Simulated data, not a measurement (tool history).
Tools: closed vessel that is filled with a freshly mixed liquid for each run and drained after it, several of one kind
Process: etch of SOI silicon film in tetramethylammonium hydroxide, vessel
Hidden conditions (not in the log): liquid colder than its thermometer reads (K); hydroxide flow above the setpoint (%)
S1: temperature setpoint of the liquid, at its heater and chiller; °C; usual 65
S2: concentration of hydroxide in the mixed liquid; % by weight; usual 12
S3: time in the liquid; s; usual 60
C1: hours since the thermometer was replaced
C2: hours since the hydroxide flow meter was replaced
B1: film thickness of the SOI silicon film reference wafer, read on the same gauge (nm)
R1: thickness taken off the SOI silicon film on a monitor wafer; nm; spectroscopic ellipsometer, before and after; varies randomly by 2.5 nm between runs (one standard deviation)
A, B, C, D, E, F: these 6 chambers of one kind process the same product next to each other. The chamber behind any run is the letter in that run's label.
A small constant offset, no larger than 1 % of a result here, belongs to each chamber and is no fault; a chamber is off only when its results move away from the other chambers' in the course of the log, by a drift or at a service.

run,hour,S1,S2,S3,C1,C2,B1,R1
1D,6.6,65,12,60,403.4,335.6,150.03,314.43
2B,13,65,12,60,439.6,751,150.04,316.02
# hour 16.4: chamber B: thermometer replaced
3C,20.1,65,12,60,124.5,86.4,150.02,315.36
4F,24.6,65,12,60,2066.2,512.7,150.01,315.64
5E,33.7,65,12,60,835.7,1084.6,150,312.34
6A,41.6,59,12,60,1745.1,1190.5,149.96,215.05
# hour 45.7: chamber B: hydroxide flow meter replaced
7F,49.9,59,12,60,2091.5,538,150,216.6
8B,57.6,59,12,60,41.2,11.9,150,212.57
9A,65.4,59,12,60,1768.9,1214.3,149.98,212.43
10D,70.9,59,12,60,467.7,399.9,150.02,215.81
11C,77.5,59,12,60,181.9,143.8,149.94,214.09
12E,81.7,65,12,60,883.7,1132.6,150.02,309.76
13B,89.2,65,12,60,72.8,43.5,150,311.43
14F,96.6,65,12,60,2138.2,584.7,149.99,314
15C,105.5,71,12,45,209.9,171.8,149.98,334.41
16D,112.9,71,12,45,509.7,441.9,149.98,325.51
17A,119.8,71,12,45,1823.3,1268.7,149.94,335.48
18E,128.9,71,12,45,930.9,1179.8,149.97,327.84
19E,137.6,71,12,45,939.6,1188.5,150.04,334.36
20F,144,71,12,45,2185.6,632.1,149.94,331.12
21C,149.8,65,12,60,254.2,216.1,149.97,317.42
# hour 150.3: chamber A: thermometer replaced
22B,156.6,65,12,60,140.2,110.9,150.01,314.31
23D,161,65,12,60,557.8,490,150.02,308.25
24A,165.7,65,12,60,15.4,1314.6,149.99,311.78
25C,171.8,62,12,75,276.2,238.1,149.94,326.1
26D,178.2,62,12,75,575,507.2,150.02,324.32
27A,183.8,62,12,75,33.5,1332.7,150.04,324.06
28E,189.9,62,12,75,991.9,1240.8,150,324.04
29F,198.6,62,12,75,2240.2,686.7,149.99,329.51
30B,203.4,62,12,75,187,157.7,150.03,327.08
# hour 210.1: chamber A: hydroxide flow meter replaced
31A,211,65,12,40,60.7,1,150.01,211.42
32F,218,65,12,40,2259.6,706.1,149.95,208.7
33D,225.8,65,12,40,622.6,554.8,149.99,207.74
34C,229.9,65,12,40,334.3,296.2,150.03,206.22
35E,237.3,65,12,40,1039.3,1288.2,149.99,205.87
36B,244.6,65,12,40,228.2,198.9,149.98,208.86
37B,252.9,65,12,60,236.5,207.2,150,312.15
38F,260.3,65,12,60,2301.9,748.4,150.01,310.44
39C,266.6,65,12,50,371,332.9,150.05,258.97
40E,272.6,65,12,50,1074.6,1323.5,150,258.46

The same settings go to every chamber for the next run, one line per chamber below. Forecast the results for each:
41A,279.1,65,12,75,,,,?
41B,279.1,65,12,75,,,,?
41C,279.1,65,12,75,,,,?
41D,279.1,65,12,75,,,,?
41E,279.1,65,12,75,,,,?
41F,279.1,65,12,75,,,,?

run,R1
41A,391.65
41B,394.82
41C,391.88
41D,392.65
41E,389.99
41F,392.19

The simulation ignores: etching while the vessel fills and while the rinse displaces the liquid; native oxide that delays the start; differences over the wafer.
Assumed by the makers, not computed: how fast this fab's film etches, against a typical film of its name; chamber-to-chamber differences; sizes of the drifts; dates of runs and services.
